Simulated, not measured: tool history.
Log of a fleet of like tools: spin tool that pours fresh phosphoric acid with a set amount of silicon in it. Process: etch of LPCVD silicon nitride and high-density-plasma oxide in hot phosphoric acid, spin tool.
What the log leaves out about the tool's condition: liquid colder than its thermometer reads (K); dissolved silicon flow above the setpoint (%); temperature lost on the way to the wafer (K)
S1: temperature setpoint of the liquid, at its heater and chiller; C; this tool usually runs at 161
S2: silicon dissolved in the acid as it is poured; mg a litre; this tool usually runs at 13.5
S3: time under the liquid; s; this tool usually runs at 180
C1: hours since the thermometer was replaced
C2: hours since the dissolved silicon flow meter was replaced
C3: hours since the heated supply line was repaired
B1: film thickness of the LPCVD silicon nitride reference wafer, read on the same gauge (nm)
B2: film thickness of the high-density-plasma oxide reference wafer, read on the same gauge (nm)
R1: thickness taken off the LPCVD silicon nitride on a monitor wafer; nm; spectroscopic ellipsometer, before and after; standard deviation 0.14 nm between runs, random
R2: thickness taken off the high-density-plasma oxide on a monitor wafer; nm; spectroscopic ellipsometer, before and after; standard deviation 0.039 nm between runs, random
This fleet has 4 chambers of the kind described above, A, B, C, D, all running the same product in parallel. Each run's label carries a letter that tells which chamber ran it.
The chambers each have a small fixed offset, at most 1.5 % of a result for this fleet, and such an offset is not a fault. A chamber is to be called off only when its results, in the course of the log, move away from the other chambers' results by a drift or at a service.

run   hour   S1    S2   S3      C1      C2      C3      B1      B2      R1       R2
 1C    7.8  161  13.5  180  2130.3  1267.9   113.1  79.998  99.999  16.198  0.48341
 2D   19.4  161  13.5  180   352.9   568.9     800  80.006     100  16.234  0.44458
 3B   30.5  161  13.5  180   139.3   185.5  1169.3  80.019  99.998  16.062  0.50432
 4A   42.4  161  13.5  180   200.2     621   137.9   79.99  100.01  16.059  0.40827
 5B   49.5  161  13.5  180   158.3   204.5  1188.3  79.976  99.998  16.004  0.56386
 6A   58.1  161  13.5  180   215.9   636.7   153.6  80.007     100  16.143  0.52291
 7C   68.4  161  13.5  180  2190.9  1328.5   173.7  80.045     100  16.287  0.48242
 8D   81.6  161  13.5  180   415.1   631.1   862.2  79.981  100.02  16.287  0.52559
 9B     89  161  13.5  180   197.8     244  1227.8  80.004  100.01  15.902  0.49332
10A   99.4  161  13.5  180   257.2     678   194.9  80.003  99.976  16.093  0.47575
11C  112.3  161  13.5  180  2234.8  1372.4   217.6  80.003  100.02  16.307  0.48216
12D  119.5  161  13.5  180     453     669   900.1  80.005  99.991  16.376  0.52479
13D  132.5  161  13.5  180     466     682   913.1  79.989  99.999  16.529    0.506
14C  144.1  161   3.5  180  2266.6  1404.2   249.4      80  100.01  16.399  0.59936
15B  156.2  161   3.5  180     265   311.2    1295  80.016  100.01  15.618  0.62374
16A  163.5  161   3.5  180   321.3   742.1     259  79.976  99.997  16.148  0.66737
17B  173.8  161   3.5  180   282.6   328.8  1312.6  79.992  99.995  15.572  0.54196
18D  185.5  161  13.5  180     519     735   966.1  79.997  99.991  16.262  0.49466
19A  198.4  161  13.5  180   356.2     777   293.9  79.998  100.01  16.161  0.47717
20C  206.3  161  13.5   80  2328.8  1466.4   311.6  80.001  99.995  7.1499  0.21279
21D  215.4  161  13.5   80   548.9   764.9     996  79.995  100.01  7.3875  0.23296
22C  221.6  161  13.5   80  2344.1  1481.7   326.9  80.032  99.996  7.2142  0.22498
23B  234.7  161  13.5   80   343.5   389.7  1373.5  79.973     100  6.7408  0.18836
24A  242.4  161  13.5  180   400.2     821   337.9  79.979  99.998  15.971  0.45621
25C  254.4  161  13.5  180  2376.9  1514.5   359.7  80.002     100  16.111  0.52751
26B  260.5  161  13.5  180   369.3   415.5  1399.3  79.997  99.997  15.398  0.37536
27A  268.2  161  13.5  180     426   846.8   363.7  80.006  100.01  15.819  0.55552
28D  278.5  161  13.5  180     612     828  1059.1  79.959  100.01  16.193  0.50099

What goes on in this fleet: one chamber off, a drifting gauge, or nothing beyond the chambers' own small offsets? Name the chamber and the cause, if any.

Little by little, chamber B moves away from the other chambers.
Most likely cause: temperature lost on the way to the wafer (K) = 2.01.
From this log alone, it may not be told apart from: liquid colder than its thermometer reads (K).

Below are 4 candidate recipes for chamber B's next run, each the usual settings with a change, their results shown as question marks. Which of them brings B's results back in line with what the other chambers give on the usual settings?
A result is in line if it is within this distance of the other chambers' mean on the usual settings: R1 0.5 nm; R2 0.14 nm
29B-1   288    161  14  175                       ?   ?
29B-2   288    161  13  185                       ?   ?
29B-3   288  160.5  16  170                       ?   ?
29B-4   288  161.5  11  190                       ?   ?

The other chambers' mean on the usual settings: R1 16.216 nm; R2 0.49243 nm
  run      R1       R2
29B-1  14.643  0.39501
29B-2  15.479  0.42777
29B-3  13.991  0.35192
29B-4  16.168  0.47769
The right change is 29B-4: it brings the chamber back within the allowed miss of the others.
